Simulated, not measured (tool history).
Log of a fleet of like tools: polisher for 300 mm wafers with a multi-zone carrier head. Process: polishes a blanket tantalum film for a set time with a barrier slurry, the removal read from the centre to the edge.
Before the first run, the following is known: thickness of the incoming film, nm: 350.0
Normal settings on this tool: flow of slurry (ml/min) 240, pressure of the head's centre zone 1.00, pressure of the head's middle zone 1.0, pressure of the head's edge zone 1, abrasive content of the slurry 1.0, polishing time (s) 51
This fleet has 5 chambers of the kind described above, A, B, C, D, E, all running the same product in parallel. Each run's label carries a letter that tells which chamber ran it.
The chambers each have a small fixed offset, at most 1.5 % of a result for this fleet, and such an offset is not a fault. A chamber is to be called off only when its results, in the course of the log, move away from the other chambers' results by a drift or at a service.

run    day  flow of slurry (ml/min)  pressure of the head's centre zone  pressure of the head's middle zone  pressure of the head's edge zone  abrasive content of the slurry  polishing time (s)  wafers polished on this pad  hours since the slurry nozzle was cleaned  hours since the centre zone pressure was calibrated  hours since the edge zone pressure was calibrated  film removed at the wafer's centre (Å)  film removed at mid-radius (Å)  film removed at the wafer's edge (Å)
     0.238  -- chamber C: worn pad replaced by a new one
 1B  0.350                      240                                1.00                                 1.0                                 1                             1.0                  51                          228                                      282.0                                                 69.2                                              398.2                                  783.73                          769.59                                782.25
     0.692  -- chamber A: worn pad replaced by a new one
 2D  0.746                      240                                1.00                                 1.0                                 1                             1.0                  51                          897                                      435.6                                                932.1                                              325.9                                  776.48                          771.32                                801.53
     0.800  -- chamber E: worn pad replaced by a new one
     0.833  -- chamber D: worn pad replaced by a new one
     0.929  -- chamber D: centre zone pressure recalibrated
 3E  1.121                      240                                1.00                                 1.0                                 1                             1.0                  51                           87                                       38.0                                                581.8                                              820.0                                  790.39                          788.79                                790.83
 4A  1.517                      240                                1.00                                 1.0                                 1                             1.0                  51                          225                                      352.7                                                313.5                                              791.6                                  791.14                          770.27                                771.04
     1.683  -- chamber B: worn pad replaced by a new one
 5C  1.821                      240                                1.00                                 1.0                                 1                             1.0                  51                          432                                      359.4                                               1226.7                                             1129.0                                  783.83                          779.76                                785.01
 6E  2.158                      240                                1.00                                 1.0                                 1                             1.0                  51                          370                                       62.9                                                606.7                                              844.9                                  771.05                          768.48                                784.33
     2.504  -- chamber A: slurry nozzle cleaned
 7C  2.579                      240                                1.00                                 1.0                                 1                             1.0                  51                          638                                      377.6                                               1244.9                                             1147.2                                  783.41                          778.22                                769.55
 8A  2.796                      240                                1.00                                 1.0                                 1                             1.0                  51                          574                                        7.1                                                344.2                                              822.3                                  785.46                          786.41                                768.66
     2.967  -- chamber E: worn pad replaced by a new one
 9D  3.021                      240                                1.00                                 1.0                                 1                             1.0                  51                          596                                      490.2                                                 50.2                                              380.5                                  784.51                          781.18                                801.68
10B  3.279                      290                                1.00                                 1.0                                 1                             0.9                  51                          436                                      352.3                                                139.5                                              468.5                                  767.06                          778.02                                773.72
11C  3.512                      290                                1.00                                 1.0                                 1                             0.9                  51                          893                                      400.0                                               1267.3                                             1169.6                                  781.39                          769.04                                774.35
     3.671  -- chamber B: worn pad replaced by a new one
12B  3.896                      290                                1.00                                 1.0                                 1                             0.9                  51                           61                                      367.1                                                154.3                                              483.3                                  775.50                          768.92                                761.72
     4.054  -- chamber C: worn pad replaced by a new one
13A  4.300                      290                                1.00                                 1.0                                 1                             0.9                  51                          984                                       43.2                                                380.3                                              858.4                                  787.98                          766.34                                756.32
     4.325  -- chamber D: worn pad replaced by a new one
14D  4.583                      290                                1.00                                 1.0                                 1                             0.9                  51                           71                                      527.7                                                 87.7                                              418.0                                  758.60                          797.32                                780.41
15E  4.804                      175                                1.00                                 1.1                                 1                             1.0                  51                          501                                      126.4                                                670.2                                              908.4                                  718.40                          822.38                                749.30
16A  5.154                      175                                1.00                                 1.1                                 1                             1.0                  51                         1217                                       63.7                                                400.8                                              878.9                                  739.41                          828.33                                745.30
     5.304  -- chamber A: centre zone pressure recalibrated
     5.383  -- chamber E: worn pad replaced by a new one
     5.396  -- chamber D: edge zone pressure recalibrated
     5.425  -- chamber A: worn pad replaced by a new one
17C  5.517                      175                                1.00                                 1.1                                 1                             1.0                  51                          399                                      448.1                                               1315.4                                             1217.7                                  749.80                          811.26                                762.67
18D  5.758                      175                                1.00                                 1.1                                 1                             1.0                  51                          391                                      555.9                                                115.9                                                8.7                                  737.95                          814.37                                760.79
     5.892  -- chamber B: worn pad replaced by a new one
     5.933  -- chamber C: centre zone pressure recalibrated
     6.012  -- chamber C: slurry nozzle cleaned
19B  6.171                      175                                1.00                                 1.1                                 1                             1.0                  51                           77                                      421.7                                                208.9                                              537.9                                  746.60                          815.07                                747.69
20E  6.442                      240                                1.00                                 1.0                                 1                             1.0                  51                          289                                      165.7                                                709.5                                              947.7                                  781.46                          796.58                                777.51
21C  6.800                      240                                1.00                                 1.0                                 1                             1.0                  51                          749                                       19.0                                                 20.9                                             1248.5                                  781.14                          783.46                                771.30
22E  7.017                      240                                1.00                                 1.0                                 1                             1.0                  51                          446                                      179.5                                                723.3                                              961.5                                  783.87                          811.81                                775.33
23A  7.396                      240                                1.00                                 1.0                                 1                             1.0                  51                          537                                      117.5                                                 50.3                                              932.7                                  785.90                          795.67                                766.91
24B  7.579                      240                                1.00                                 1.0                                 1                             1.0                  51                          461                                      455.5                                                242.7                                              571.7                                  784.02                          771.39                                795.80
     7.817  -- chamber C: worn pad replaced by a new one
25D  7.871                      240                                1.00                                 1.0                                 1                             1.0                  51                          967                                      606.6                                                166.6                                               59.4                                  776.63                          805.64                                781.31
     8.025  -- chamber E: worn pad replaced by a new one
     8.104  -- chamber B: worn pad replaced by a new one
26B  8.108                      240                                1.00                                 1.0                                 1                             1.0                  51                            1                                      468.2                                                255.4                                              584.4                                  789.90                          774.60                                787.63
     8.154  -- chamber B: edge zone pressure recalibrated
27E  8.292                      240                                1.00                                 1.0                                 1                             1.0                  51                           73                                      210.1                                                753.9                                              992.1                                  774.81                          796.34                                791.16
28A  8.600                      285                                0.96                                 1.0                                 1                             1.0                  51                          865                                      146.4                                                 79.2                                              961.6                                  782.01                          821.54                                774.86
     8.767  -- chamber D: worn pad replaced by a new one
29D  8.808                      285                                0.96                                 1.0                                 1                             1.0                  51                           12                                      629.1                                                189.1                                               81.9                                  758.05                          826.34                                796.31
     8.846  -- chamber C: edge zone pressure recalibrated
30C  9.208                      285                                0.96                                 1.0                                 1                             1.0                  51                          379                                       76.8                                                 78.7                                                8.8                                  757.08                          796.92                                785.90
31B  9.396                      285                                0.96                                 1.0                                 1                             1.0                  51                          352                                      499.1                                                286.3                                               29.9                                  766.93                          801.65                                799.64
32C  9.638                      285                                0.96                                 1.0                                 1                             1.0                  51                          496                                       87.1                                                 89.0                                               19.1                                  750.68                          788.03                                792.94
     9.867  -- chamber A: worn pad replaced by a new one
33A  9.896                      240                                1.00                                 1.0                                 1                             1.0                  51                            8                                      177.5                                                110.3                                              992.7                                  782.24                          781.46                                775.61

All 5 chambers run these settings next. Forecast each chamber's results:
34A  10.200                      285                                1.00                                 1.0                                 1                             1.0                  51                                                                                                                                                                                                                       ?                               ?                                     ?
34B  10.200                      285                                1.00                                 1.0                                 1                             1.0                  51                                                                                                                                                                                                                       ?                               ?                                     ?
34C  10.200                      285                                1.00                                 1.0                                 1                             1.0                  51                                                                                                                                                                                                                       ?                               ?                                     ?
34D  10.200                      285                                1.00                                 1.0                                 1                             1.0                  51                                                                                                                                                                                                                       ?                               ?                                     ?
34E  10.200                      285                                1.00                                 1.0                                 1                             1.0                  51                                                                                                                                                                                                                       ?                               ?                                     ?

run  film removed at the wafer's centre (Å)  film removed at mid-radius (Å)  film removed at the wafer's edge (Å)
34A                                  796.81                          832.55                                783.67
34B                                  809.63                          802.06                                796.63
34C                                  796.73                          793.17                                791.98
34D                                  806.10                          798.97                                804.92
34E                                  788.75                          804.35                                790.30
